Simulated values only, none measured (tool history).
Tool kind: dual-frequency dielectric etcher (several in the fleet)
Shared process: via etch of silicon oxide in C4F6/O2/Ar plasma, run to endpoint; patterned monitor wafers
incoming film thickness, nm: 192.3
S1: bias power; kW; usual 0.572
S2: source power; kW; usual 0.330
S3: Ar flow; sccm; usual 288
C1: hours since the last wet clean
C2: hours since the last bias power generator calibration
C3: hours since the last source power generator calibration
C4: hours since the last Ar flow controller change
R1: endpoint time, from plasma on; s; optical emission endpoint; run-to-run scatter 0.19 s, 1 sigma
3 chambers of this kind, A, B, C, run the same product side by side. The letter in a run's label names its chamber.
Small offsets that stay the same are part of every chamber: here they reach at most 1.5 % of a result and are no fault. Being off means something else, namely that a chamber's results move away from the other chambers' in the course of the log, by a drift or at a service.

| run | day | S1 | S2 | S3 | C1 | C2 | C3 | C4 | R1 |
|---|---|---|---|---|---|---|---|---|---|
| 1B | 0.200 | 0.572 | 0.330 | 288 | 270.2 | 505.6 | 310.2 | 181.4 | 42.680 |
| 2A | 0.546 | 0.572 | 0.330 | 288 | 279.5 | 688.0 | 864.4 | 2377.6 | 42.683 |
| 3C | 0.842 | 0.572 | 0.330 | 288 | 80.3 | 1115.9 | 2090.7 | 463.4 | 43.697 |
| 4C | 1.183 | 0.572 | 0.330 | 288 | 88.5 | 1124.1 | 2098.9 | 471.6 | 43.237 |
| 5B | 1.433 | 0.572 | 0.330 | 288 | 299.8 | 535.2 | 339.8 | 211.0 | 42.643 |
| 6A | 1.717 | 0.572 | 0.390 | 231 | 307.6 | 716.1 | 892.5 | 2405.7 | 39.061 |
| 7B | 1.975 | 0.572 | 0.390 | 231 | 312.8 | 548.2 | 352.8 | 224.0 | 39.223 |
| 8C | 2.254 | 0.572 | 0.390 | 231 | 114.2 | 1149.8 | 2124.6 | 497.3 | 39.826 |
| 9A | 2.454 | 0.513 | 0.330 | 288 | 325.3 | 733.8 | 910.2 | 2423.4 | 44.905 |
| 10B | 2.704 | 0.513 | 0.330 | 288 | 330.3 | 565.7 | 370.3 | 241.5 | 44.587 |
| 11C | 3.062 | 0.513 | 0.330 | 288 | 133.6 | 1169.2 | 2144.0 | 516.7 | 45.238 |
| 12A | 3.342 | 0.572 | 0.330 | 288 | 346.6 | 755.1 | 931.5 | 2444.7 | 42.809 |
| 13C | 3.667 | 0.572 | 0.330 | 288 | 148.1 | 1183.7 | 2158.5 | 531.2 | 43.329 |
| 14B | 3.858 | 0.572 | 0.330 | 288 | 358.0 | 593.4 | 398.0 | 269.2 | 43.012 |
|  | 3.908 | chamber A: wet clean of the chamber |
| 15A | 4.196 | 0.572 | 0.330 | 288 | 7.0 | 775.6 | 952.0 | 2465.2 | 43.137 |
| 16C | 4.533 | 0.628 | 0.330 | 330 | 168.9 | 1204.5 | 2179.3 | 552.0 | 42.180 |
| 17B | 4.792 | 0.628 | 0.330 | 330 | 380.4 | 615.8 | 420.4 | 291.6 | 41.703 |
| 18A | 4.967 | 0.628 | 0.330 | 330 | 25.5 | 794.1 | 970.5 | 2483.7 | 41.962 |
| 19A | 5.300 | 0.572 | 0.330 | 288 | 33.5 | 802.1 | 978.5 | 2491.7 | 42.890 |
| 20B | 5.608 | 0.572 | 0.330 | 288 | 400.0 | 635.4 | 440.0 | 311.2 | 42.569 |
| 21C | 5.775 | 0.572 | 0.330 | 288 | 198.7 | 1234.3 | 2209.1 | 581.8 | 42.552 |
|  | 5.996 | chamber B: wet clean of the chamber |
| 22C | 6.146 | 0.572 | 0.330 | 288 | 207.6 | 1243.2 | 2218.0 | 590.7 | 42.612 |
| 23B | 6.392 | 0.572 | 0.330 | 288 | 9.5 | 654.2 | 458.8 | 330.0 | 42.657 |
| 24A | 6.625 | 0.572 | 0.330 | 288 | 65.3 | 833.9 | 1010.3 | 2523.5 | 43.203 |
| 25B | 6.967 | 0.572 | 0.330 | 288 | 23.3 | 668.0 | 472.6 | 343.8 | 42.616 |
| 26C | 7.238 | 0.572 | 0.330 | 288 | 233.8 | 1269.4 | 2244.2 | 616.9 | 42.283 |
| 27A | 7.538 | 0.572 | 0.330 | 288 | 87.2 | 855.8 | 1032.2 | 2545.4 | 42.862 |
| 28C | 7.850 | 0.572 | 0.330 | 288 | 248.5 | 1284.1 | 2258.9 | 631.6 | 42.112 |
| 29B | 8.225 | 0.519 | 0.400 | 288 | 53.5 | 698.2 | 502.8 | 374.0 | 41.220 |
| 30A | 8.433 | 0.519 | 0.400 | 288 | 108.7 | 877.3 | 1053.7 | 2566.9 | 41.313 |
| 31A | 8.758 | 0.519 | 0.400 | 288 | 116.5 | 885.1 | 1061.5 | 2574.7 | 41.140 |
| 32C | 8.975 | 0.572 | 0.330 | 288 | 275.5 | 1311.1 | 2285.9 | 658.6 | 41.609 |
| 33B | 9.167 | 0.572 | 0.260 | 288 | 76.1 | 720.8 | 525.4 | 396.6 | 46.401 |
| 34A | 9.383 | 0.572 | 0.260 | 288 | 131.5 | 900.1 | 1076.5 | 2589.7 | 46.848 |
| 35C | 9.704 | 0.572 | 0.260 | 288 | 293.0 | 1328.6 | 2303.4 | 676.1 | 45.158 |
| 36B | 10.071 | 0.572 | 0.330 | 339 | 97.8 | 742.5 | 547.1 | 418.3 | 43.172 |

Does one chamber stand apart from the rest, does the shared gauge drift, or is all well apart from small per-chamber offsets? Give the chamber and the most likely cause, where there is one.

One chamber, C, drifts off from the rest bit by bit.
Most likely cause: etch rate over this chamber's usual, % = 5.07.

Here are 4 candidates for chamber C's next run, each the usual settings with a change, their results left as question marks. Which one brings its results back in line with what the others give on the usual settings?
In line here means within this much of the mean the other chambers give on the usual settings: R1 0.640 s
| 37C-1 | 10.342 | 0.662 | 0.330 | 275 |  |  |  |  | ? |
| 37C-2 | 10.342 | 0.597 | 0.340 | 284 |  |  |  |  | ? |
| 37C-3 | 10.342 | 0.572 | 0.300 | 288 |  |  |  |  | ? |
| 37C-4 | 10.342 | 0.572 | 0.280 | 288 |  |  |  |  | ? |

The mean the other chambers reach with the usual settings: R1 42.711 s
| run | R1 |
|---|---|
| 37C-1 | 38.857 |
| 37C-2 | 40.143 |
| 37C-3 | 42.746 |
| 37C-4 | 43.817 |
With 37C-3, the chamber falls back in line with the rest.
